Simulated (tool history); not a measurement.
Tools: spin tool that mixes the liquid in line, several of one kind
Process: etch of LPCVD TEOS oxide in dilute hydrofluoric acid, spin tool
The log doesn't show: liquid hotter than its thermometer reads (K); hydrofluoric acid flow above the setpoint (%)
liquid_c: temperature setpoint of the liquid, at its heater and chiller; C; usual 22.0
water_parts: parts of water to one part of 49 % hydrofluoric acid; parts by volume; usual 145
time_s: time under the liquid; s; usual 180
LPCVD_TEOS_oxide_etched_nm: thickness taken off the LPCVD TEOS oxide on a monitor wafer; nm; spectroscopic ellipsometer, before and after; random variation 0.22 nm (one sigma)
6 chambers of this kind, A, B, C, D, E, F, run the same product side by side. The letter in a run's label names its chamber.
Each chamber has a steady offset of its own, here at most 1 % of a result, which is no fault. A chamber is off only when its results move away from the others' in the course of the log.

run   hour  liquid_c  water_parts  time_s  hours since the thermometer was replaced  hours since the hydrofluoric acid flow meter was replaced  read-back film thickness of the LPCVD TEOS oxide reference wafer, read on the same gauge (nm)  LPCVD_TEOS_oxide_etched_nm
 1F    3.1      22.0          145     180                                    1267.7                                                      666.3                                                                                         30.006                      35.889
 2A    7.5      22.0          145     180                                     401.9                                                      768.3                                                                                         29.996                      36.276
 3E   11.7      22.0          145     180                                    1061.3                                                      123.6                                                                                         30.003                      35.697
 4C   15.5      22.0          145     180                                    1065.4                                                       61.0                                                                                         29.989                      36.114
 5B   19.8      22.0          145     180                                    2261.8                                                      183.3                                                                                         29.996                      35.653
 6D   25.4      22.0          145     180                                    1562.6                                                     1465.0                                                                                         30.003                      35.791
 7C   29.6      22.0          145     180                                    1079.5                                                       75.1                                                                                         30.007                      36.269
 8A   32.9      22.0          145     180                                     427.3                                                      793.7                                                                                         30.020                      36.126
 9F   38.0      22.0          145     180                                    1302.6                                                      701.2                                                                                         29.989                      35.626
10B   41.4      22.0          145     180                                    2283.4                                                      204.9                                                                                         30.033                      36.066
11E   48.1      22.0          145     180                                    1097.7                                                      160.0                                                                                         30.018                      36.333
12D   51.1      22.0          145     180                                    1588.3                                                     1490.7                                                                                         29.985                      35.977
13C   56.5      22.0          215     180                                    1106.4                                                      102.0                                                                                         30.016                      22.744
14D   61.9      22.0          215     180                                    1599.1                                                     1501.5                                                                                         29.971                      22.753
15A   68.2      22.0          215     180                                     462.6                                                      829.0                                                                                         30.000                      22.711
16F   73.5      22.0          215     180                                    1338.1                                                      736.7                                                                                         29.990                      22.393
17E   79.9      22.0          215     180                                    1129.5                                                      191.8                                                                                         30.005                      22.535
18B   84.4      22.0          215     180                                    2326.4                                                      247.9                                                                                         30.014                      22.950
19A   88.5      22.0          145     180                                     482.9                                                      849.3                                                                                         30.011                      36.301
20F   93.9      22.0          145     180                                    1358.5                                                      757.1                                                                                         29.994                      36.167
21C   97.0      22.0          145     180                                    1146.9                                                      142.5                                                                                         30.010                      36.428
22B  101.9      22.0          145     180                                    2343.9                                                      265.4                                                                                         29.988                      36.800
23D  108.6      22.0          145     180                                    1645.8                                                     1548.2                                                                                         29.994                      35.640
24E  112.6      17.5          145     180                                    1162.2                                                      224.5                                                                                         29.975                      30.272
25E  116.2      17.5          145     180                                    1165.8                                                      228.1                                                                                         30.022                      30.204
26D  120.1      17.5          145     180                                    1657.3                                                     1559.7                                                                                         29.991                      29.810
27C  126.1      17.5          145     180                                    1176.0                                                      171.6                                                                                         30.006                      30.286
28A  131.8      17.5          145     180                                     526.2                                                      892.6                                                                                         29.989                      29.987
29F  137.8      17.5          145     180                                    1402.4                                                      801.0                                                                                         29.992                      30.287
30B  140.9      22.0          145     180                                    2382.9                                                      304.4                                                                                         29.990                      37.763
31B  146.2      22.0          145     180                                    2388.2                                                      309.7                                                                                         29.989                      37.732
32C  150.5      22.0          145     180                                    1200.4                                                      196.0                                                                                         29.991                      36.054
33E  154.7      22.0          145     180                                    1204.3                                                      266.6                                                                                         30.020                      36.443
34F  159.8      22.0          145     180                                    1424.4                                                      823.0                                                                                         30.007                      35.910
35A  165.1      22.0          200     225                                     559.5                                                      925.9                                                                                         30.013                      31.049
36D  171.7      22.0          200     225                                    1708.9                                                     1611.3                                                                                         29.996                      30.820

What goes on in this fleet: one chamber off, a drifting gauge, or nothing beyond the chambers' own small offsets? Name the chamber and the cause, if any.

Chamber B drifts away from the others.
Cause: hydrofluoric acid flow above the setpoint (%) = 5.83.
The log may not tell that from: liquid hotter than its thermometer reads (K).

Here are 4 candidates for chamber B's next run, each the usual settings with a change, their results left as question marks. Which one brings its results back in line with what the others give on the usual settings?
In line means no further than this from the other chambers' mean on the usual settings: LPCVD_TEOS_oxide_etched_nm 0.770 nm
37B-1  176.5      22.0          145     170                                                                                                                                                                                                                               ?
37B-2  176.5      22.0          145     190                                                                                                                                                                                                                               ?
37B-3  176.5      22.0          140     195                                                                                                                                                                                                                               ?
37B-4  176.5      22.0          160     180                                                                                                                                                                                                                               ?

The other chambers' mean on the usual settings: LPCVD_TEOS_oxide_etched_nm 36.094 nm
  run  LPCVD_TEOS_oxide_etched_nm
37B-1                      36.126
37B-2                      40.376
37B-3                      43.121
37B-4                      34.185
37B-1 brings the chamber back in line.
